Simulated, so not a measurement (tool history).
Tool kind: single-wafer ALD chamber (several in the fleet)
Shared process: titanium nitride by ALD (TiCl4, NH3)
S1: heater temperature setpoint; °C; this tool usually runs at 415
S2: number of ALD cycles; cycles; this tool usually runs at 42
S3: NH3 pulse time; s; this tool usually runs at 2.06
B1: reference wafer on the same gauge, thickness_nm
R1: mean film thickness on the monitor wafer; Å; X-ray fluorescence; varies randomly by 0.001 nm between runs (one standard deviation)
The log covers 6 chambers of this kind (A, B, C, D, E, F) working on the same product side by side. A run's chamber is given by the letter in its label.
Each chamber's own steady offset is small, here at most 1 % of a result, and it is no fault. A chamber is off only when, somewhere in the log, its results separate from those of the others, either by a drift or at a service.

run   hour   S1  S2    S3      B1      R1
 1F      8  415  42  2.06  1.0732  9.2609
 2C   16.2  415  42  2.06  1.0732  9.2308
 3B   22.2  415  42  2.06  1.0732  9.2707
 4D   26.9  415  42  2.06  1.0738  9.3515
      27.9  -- chamber B: thermocouple changed; heater temperature recalibrated
 5E   35.6  415  42  2.06  1.0737  9.3609
 6A   42.4  415  42  2.06  1.0739   9.317
 7E   47.7  415  42  2.06  1.0735  9.3542
 8A   55.4  401  35  2.06  1.0737  7.7425
 9B   64.3  401  35  2.06   1.074  7.6867
10D   72.3  401  35  2.06  1.0742  7.7499
11F   78.4  401  35  2.06  1.0745  7.6808
12C   86.3  401  35  2.06  1.0748  7.6622
13C   90.6  401  35  2.06  1.0745  7.6684
14E   98.2  415  42  2.06  1.0747  9.3573
     100.2  -- chamber C: thermocouple changed; heater temperature recalibrated
15F  105.8  415  42  2.06  1.0745  9.2691
16A  113.2  415  42  2.06  1.0751  9.3216
17D  122.2  415  42  2.06  1.0754  9.3717
18B  130.8  415  42  2.06   1.075  9.2829
19A  136.6  415  42  2.06  1.0753  9.3333
20C  145.8  415  42  2.06  1.0752  9.2705
21F  151.6  415  42  2.06  1.0756  9.2878
22D    158  415  42  2.06  1.0759  9.3851
23E  166.3  415  42  2.06   1.076  9.3722
24B  172.1  415  42  1.76   1.076  9.2293
25A  181.2  415  42  1.76  1.0763  9.3007
     185.3  -- chamber A: thermocouple changed; heater temperature recalibrated
26F    190  415  42  1.76  1.0762    9.23
27B  198.3  415  42  1.76  1.0764  9.2419
28D  204.9  415  42  1.76  1.0766  9.3239
29E  209.2  415  42  1.76  1.0765  9.3363
30C  217.2  415  42  2.06  1.0769  9.2561
31F  226.5  415  42  2.06  1.0771  9.3033
32B  235.6  415  42  2.06   1.077  9.3021
33D  244.3  415  42  2.06  1.0773  9.3781
34E  251.7  415  42  2.06  1.0773  9.3895
35A  256.3  415  42  2.06  1.0776  9.3656
36C  264.7  415  42  2.06  1.0773  9.2761
37A  270.4  415  42  2.06  1.0778  9.3726

All chambers now run identical settings, listed one chamber a line with results as question marks. What results will each chamber show?
38A  277.2  415  42  1.27       ?
38B  277.2  415  42  1.27       ?
38C  277.2  415  42  1.27       ?
38D  277.2  415  42  1.27       ?
38E  277.2  415  42  1.27       ?
38F  277.2  415  42  1.27       ?

run      R1
38A  9.2132
38B  9.1529
38C  9.1321
38D  9.2186
38E  9.2201
38F  9.1401
